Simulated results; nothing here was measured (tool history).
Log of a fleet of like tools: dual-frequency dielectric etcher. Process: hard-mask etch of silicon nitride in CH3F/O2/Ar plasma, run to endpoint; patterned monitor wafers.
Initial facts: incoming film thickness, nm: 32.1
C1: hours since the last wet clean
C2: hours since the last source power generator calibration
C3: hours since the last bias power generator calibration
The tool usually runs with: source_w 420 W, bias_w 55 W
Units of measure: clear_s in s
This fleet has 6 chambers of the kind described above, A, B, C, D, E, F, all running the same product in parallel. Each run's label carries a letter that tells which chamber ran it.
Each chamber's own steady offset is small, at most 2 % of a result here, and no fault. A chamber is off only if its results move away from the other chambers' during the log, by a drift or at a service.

{"run": "1E", "day": 0.175, "source_w": 420, "bias_w": 55, "C1": 130.7, "C2": 3086.6, "C3": 2461.2, "clear_s": 50.424}
{"run": "2D", "day": 0.512, "source_w": 420, "bias_w": 55, "C1": 31.8, "C2": 1010.3, "C3": 3325.8, "clear_s": 49.899}
{"run": "3B", "day": 0.767, "source_w": 420, "bias_w": 55, "C1": 70.7, "C2": 2974.0, "C3": 1592.5, "clear_s": 48.928}
{"run": "4F", "day": 1.054, "source_w": 420, "bias_w": 55, "C1": 90.5, "C2": 2856.3, "C3": 2515.9, "clear_s": 50.028}
{"run": "5A", "day": 1.392, "source_w": 510, "bias_w": 61, "C1": 402.1, "C2": 3013.9, "C3": 2111.6, "clear_s": 43.964}
{"run": "6C", "day": 1.621, "source_w": 510, "bias_w": 61, "C1": 124.1, "C2": 1283.4, "C3": 912.3, "clear_s": 44.488}
{"run": "7E", "day": 1.971, "source_w": 510, "bias_w": 61, "C1": 173.8, "C2": 3129.7, "C3": 2504.3, "clear_s": 44.757}
{"run": "8C", "day": 2.162, "source_w": 510, "bias_w": 61, "C1": 137.1, "C2": 1296.4, "C3": 925.3, "clear_s": 44.781}
{"run": "9D", "day": 2.358, "source_w": 510, "bias_w": 61, "C1": 76.1, "C2": 1054.6, "C3": 3370.1, "clear_s": 45.16}
{"run": "10F", "day": 2.692, "source_w": 510, "bias_w": 61, "C1": 129.8, "C2": 2895.6, "C3": 2555.2, "clear_s": 45.457}
{"run": "11B", "day": 2.862, "source_w": 420, "bias_w": 55, "C1": 121.0, "C2": 3024.3, "C3": 1642.8, "clear_s": 49.284}
{"day": 2.988, "done": "chamber D: bias power generator calibrated"}
{"run": "12A", "day": 3.158, "source_w": 420, "bias_w": 44, "C1": 444.5, "C2": 3056.3, "C3": 2154.0, "clear_s": 52.772}
{"run": "13A", "day": 3.454, "source_w": 420, "bias_w": 44, "C1": 451.6, "C2": 3063.4, "C3": 2161.1, "clear_s": 53.031}
{"run": "14F", "day": 3.817, "source_w": 420, "bias_w": 44, "C1": 156.8, "C2": 2922.6, "C3": 2582.2, "clear_s": 54.306}
{"run": "15B", "day": 4.183, "source_w": 420, "bias_w": 44, "C1": 152.7, "C2": 3056.0, "C3": 1674.5, "clear_s": 53.068}
{"run": "16D", "day": 4.492, "source_w": 420, "bias_w": 44, "C1": 127.3, "C2": 1105.8, "C3": 36.1, "clear_s": 53.511}
{"run": "17E", "day": 4.754, "source_w": 420, "bias_w": 44, "C1": 240.6, "C2": 3196.5, "C3": 2571.1, "clear_s": 53.121}
{"run": "18C", "day": 5.112, "source_w": 420, "bias_w": 55, "C1": 207.9, "C2": 1367.2, "C3": 996.1, "clear_s": 49.913}
{"run": "19B", "day": 5.358, "source_w": 420, "bias_w": 55, "C1": 180.9, "C2": 3084.2, "C3": 1702.7, "clear_s": 49.571}
{"run": "20F", "day": 5.658, "source_w": 420, "bias_w": 55, "C1": 201.0, "C2": 2966.8, "C3": 2626.4, "clear_s": 50.811}
{"run": "21E", "day": 5.954, "source_w": 420, "bias_w": 55, "C1": 269.4, "C2": 3225.3, "C3": 2599.9, "clear_s": 49.97}
{"run": "22A", "day": 6.279, "source_w": 420, "bias_w": 55, "C1": 519.4, "C2": 3131.2, "C3": 2228.9, "clear_s": 49.122}
{"run": "23C", "day": 6.525, "source_w": 420, "bias_w": 55, "C1": 241.8, "C2": 1401.1, "C3": 1030.0, "clear_s": 50.175}
{"run": "24D", "day": 6.788, "source_w": 420, "bias_w": 55, "C1": 182.4, "C2": 1160.9, "C3": 91.2, "clear_s": 49.931}
{"run": "25A", "day": 7.017, "source_w": 420, "bias_w": 55, "C1": 537.1, "C2": 3148.9, "C3": 2246.6, "clear_s": 49.647}
{"run": "26C", "day": 7.288, "source_w": 420, "bias_w": 55, "C1": 260.1, "C2": 1419.4, "C3": 1048.3, "clear_s": 49.904}
{"run": "27E", "day": 7.588, "source_w": 420, "bias_w": 55, "C1": 308.6, "C2": 3264.5, "C3": 2639.1, "clear_s": 49.757}
{"day": 7.771, "done": "chamber A: wet clean of the chamber"}
{"run": "28B", "day": 7.842, "source_w": 420, "bias_w": 55, "C1": 240.5, "C2": 3143.8, "C3": 1762.3, "clear_s": 49.013}
{"run": "29F", "day": 8.062, "source_w": 420, "bias_w": 55, "C1": 258.7, "C2": 3024.5, "C3": 2684.1, "clear_s": 49.969}
{"run": "30D", "day": 8.329, "source_w": 420, "bias_w": 55, "C1": 219.4, "C2": 1197.9, "C3": 128.2, "clear_s": 49.823}
{"run": "31D", "day": 8.646, "source_w": 420, "bias_w": 55, "C1": 227.0, "C2": 1205.5, "C3": 135.8, "clear_s": 49.765}
{"run": "32C", "day": 8.921, "source_w": 420, "bias_w": 55, "C1": 299.3, "C2": 1458.6, "C3": 1087.5, "clear_s": 50.505}
{"run": "33E", "day": 9.15, "source_w": 420, "bias_w": 55, "C1": 346.1, "C2": 3302.0, "C3": 2676.6, "clear_s": 49.361}
{"run": "34B", "day": 9.333, "source_w": 370, "bias_w": 55, "C1": 276.3, "C2": 3179.6, "C3": 1798.1, "clear_s": 51.911}
{"run": "35F", "day": 9.658, "source_w": 370, "bias_w": 55, "C1": 297.0, "C2": 3062.8, "C3": 2722.4, "clear_s": 52.874}
{"run": "36A", "day": 9.971, "source_w": 370, "bias_w": 55, "C1": 52.8, "C2": 3219.8, "C3": 2317.5, "clear_s": 52.325}
{"run": "37B", "day": 10.325, "source_w": 370, "bias_w": 55, "C1": 300.1, "C2": 3203.4, "C3": 1821.9, "clear_s": 51.959}

Has any chamber moved away from the others, gradually or after a service, or does the common gauge drift, or do the chambers differ only by their own small steady offsets? State the chamber and the most likely cause if one applies.

Beyond each chamber's small constant offset nothing stands out, and the gauge stays steady.

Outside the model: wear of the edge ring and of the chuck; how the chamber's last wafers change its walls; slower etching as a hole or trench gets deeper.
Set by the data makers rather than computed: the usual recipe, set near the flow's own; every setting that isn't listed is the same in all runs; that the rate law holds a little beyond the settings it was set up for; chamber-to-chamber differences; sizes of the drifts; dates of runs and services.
